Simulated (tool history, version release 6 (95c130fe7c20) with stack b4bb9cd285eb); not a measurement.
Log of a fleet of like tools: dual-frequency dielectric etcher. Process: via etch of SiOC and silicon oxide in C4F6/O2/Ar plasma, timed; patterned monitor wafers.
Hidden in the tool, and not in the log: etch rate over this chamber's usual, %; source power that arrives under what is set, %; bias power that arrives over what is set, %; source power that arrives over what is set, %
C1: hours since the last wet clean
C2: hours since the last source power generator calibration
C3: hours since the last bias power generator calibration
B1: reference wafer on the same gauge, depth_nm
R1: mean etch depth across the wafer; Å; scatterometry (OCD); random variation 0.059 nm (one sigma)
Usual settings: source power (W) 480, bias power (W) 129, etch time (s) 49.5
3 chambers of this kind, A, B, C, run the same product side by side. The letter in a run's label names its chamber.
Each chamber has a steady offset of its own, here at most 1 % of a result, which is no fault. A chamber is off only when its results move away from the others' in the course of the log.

Run 1C, hour 8.4: usual settings; C1 435.4; C2 1438.3; C3 3739.9; B1 50.303. Result: R1 541.34 Å.
At hour 9.5: chamber C: wet clean of the chamber.
Run 2A, hour 17.6: usual settings; C1 142; C2 2759.9; C3 1037.4; B1 50.309. Result: R1 538.22 Å.
Run 3B, hour 27.4: usual settings; C1 91; C2 3014.2; C3 352; B1 50.32. Result: R1 540.67 Å.
Run 4C, hour 37: usual settings; C1 27.6; C2 1466.9; C3 3768.5; B1 50.316. Result: R1 540.24 Å.
Run 5A, hour 45.1: usual settings; C1 169.5; C2 2787.4; C3 1064.9; B1 50.327. Result: R1 538.93 Å.
Run 6B, hour 59.3: usual settings but bias power (W) 114; C1 122.9; C2 3046.1; C3 383.9; B1 50.32. Result: R1 522.97 Å.
Run 7B, hour 73.4: usual settings but bias power (W) 114; C1 137; C2 3060.2; C3 398; B1 50.341. Result: R1 522.62 Å.
Run 8A, hour 86.5: usual settings but bias power (W) 114; C1 210.9; C2 2828.8; C3 1106.3; B1 50.338. Result: R1 519.05 Å.
Run 9C, hour 93.7: usual settings; C1 84.3; C2 1523.6; C3 3825.2; B1 50.342. Result: R1 541.56 Å.
Run 10A, hour 101.1: usual settings; C1 225.5; C2 2843.4; C3 1120.9; B1 50.357. Result: R1 538.48 Å.
Run 11C, hour 111.2: usual settings; C1 101.8; C2 1541.1; C3 3842.7; B1 50.353. Result: R1 541.69 Å.
Run 12B, hour 121.4: usual settings; C1 185; C2 3108.2; C3 446; B1 50.368. Result: R1 541.7 Å.
Run 13A, hour 129.8: usual settings; C1 254.2; C2 2872.1; C3 1149.6; B1 50.36. Result: R1 539.95 Å.
Run 14C, hour 140: usual settings but etch time (s) 64; C1 130.6; C2 1569.9; C3 3871.5; B1 50.362. Result: R1 699.46 Å.
Run 15B, hour 149.4: usual settings but etch time (s) 64; C1 213; C2 3136.2; C3 474; B1 50.368. Result: R1 700.35 Å.
Run 16B, hour 163.1: usual settings but etch time (s) 64; C1 226.7; C2 3149.9; C3 487.7; B1 50.375. Result: R1 700.88 Å.
Run 17C, hour 175.1: usual settings; C1 165.7; C2 1605; C3 3906.6; B1 50.387. Result: R1 541.52 Å.
Run 18A, hour 186.4: usual settings but source power (W) 520, etch time (s) 58; C1 310.8; C2 2928.7; C3 1206.2; B1 50.382. Result: R1 652.66 Å.
Run 19C, hour 201.5: usual settings but source power (W) 520, etch time (s) 58; C1 192.1; C2 1631.4; C3 3933; B1 50.393. Result: R1 656.76 Å.
Run 20A, hour 209.4: usual settings but source power (W) 520, etch time (s) 58; C1 333.8; C2 2951.7; C3 1229.2; B1 50.397. Result: R1 651.22 Å.
Run 21B, hour 216: usual settings; C1 279.6; C2 3202.8; C3 540.6; B1 50.394. Result: R1 541.43 Å.
Run 22A, hour 224: usual settings; C1 348.4; C2 2966.3; C3 1243.8; B1 50.402. Result: R1 538.87 Å.
Run 23B, hour 238: usual settings; C1 301.6; C2 3224.8; C3 562.6; B1 50.43. Result: R1 542.44 Å.
Run 24C, hour 245.8: usual settings; C1 236.4; C2 1675.7; C3 3977.3; B1 50.422. Result: R1 541.24 Å.
Run 25B, hour 253.6: usual settings; C1 317.2; C2 3240.4; C3 578.2; B1 50.419. Result: R1 542.19 Å.
Run 26A, hour 267.1: usual settings; C1 391.5; C2 3009.4; C3 1286.9; B1 50.429. Result: R1 540.91 Å.
Run 27C, hour 278.2: usual settings; C1 268.8; C2 1708.1; C3 4009.7; B1 50.434. Result: R1 542.49 Å.
Run 28A, hour 292.9: usual settings; C1 417.3; C2 3035.2; C3 1312.7; B1 50.437. Result: R1 539.82 Å.
At hour 299.9: chamber B: source power generator calibrated.
Run 29C, hour 304.3: usual settings; C1 294.9; C2 1734.2; C3 4035.8; B1 50.447. Result: R1 542.54 Å.
Run 30B, hour 317: usual settings; C1 380.6; C2 17.2; C3 641.6; B1 50.447. Result: R1 542.31 Å.
Run 31B, hour 324.1: usual settings; C1 387.7; C2 24.3; C3 648.7; B1 50.467. Result: R1 541.99 Å.
Run 32C, hour 338.6: usual settings; C1 329.2; C2 1768.5; C3 4070.1; B1 50.481. Result: R1 542.87 Å.
Run 33A, hour 345.2: usual settings; C1 469.6; C2 3087.5; C3 1365; B1 50.485. Result: R1 541.51 Å.
Run 34C, hour 357.2: usual settings; C1 347.8; C2 1787.1; C3 4088.7; B1 50.48. Result: R1 542.94 Å.
Run 35A, hour 368.1: usual settings; C1 492.5; C2 3110.4; C3 1387.9; B1 50.487. Result: R1 540.91 Å.
Run 36B, hour 380.8: usual settings but source power (W) 530, etch time (s) 61; C1 444.4; C2 81; C3 705.4; B1 50.486. Result: R1 695.11 Å.
At hour 383.6: chamber B: wet clean of the chamber.
Run 37A, hour 395.3: usual settings but source power (W) 530, etch time (s) 61; C1 519.7; C2 3137.6; C3 1415.1; B1 50.488. Result: R1 691.67 Å.
Run 38C, hour 410.5: usual settings but source power (W) 530, etch time (s) 61; C1 401.1; C2 1840.4; C3 4142; B1 50.512. Result: R1 697.48 Å.
At hour 416.7: chamber C: bias power generator calibrated.
Run 39B, hour 425.4: usual settings but bias power (W) 142, etch time (s) 40; C1 41.8; C2 125.6; C3 750; B1 50.516. Result: R1 451.13 Å.
Run 40C, hour 436: usual settings but bias power (W) 142, etch time (s) 40; C1 426.6; C2 1865.9; C3 19.4; B1 50.518. Result: R1 451.95 Å.

All 3 chambers run these settings next. Forecast each chamber's results:
Run 41A, hour 446.8: usual settings. Result: R1 ?.
Run 41B, hour 446.8: usual settings. Result: R1 ?.
Run 41C, hour 446.8: usual settings. Result: R1 ?.

run      R1
41A  541.29
41B   542.4
41C  542.69
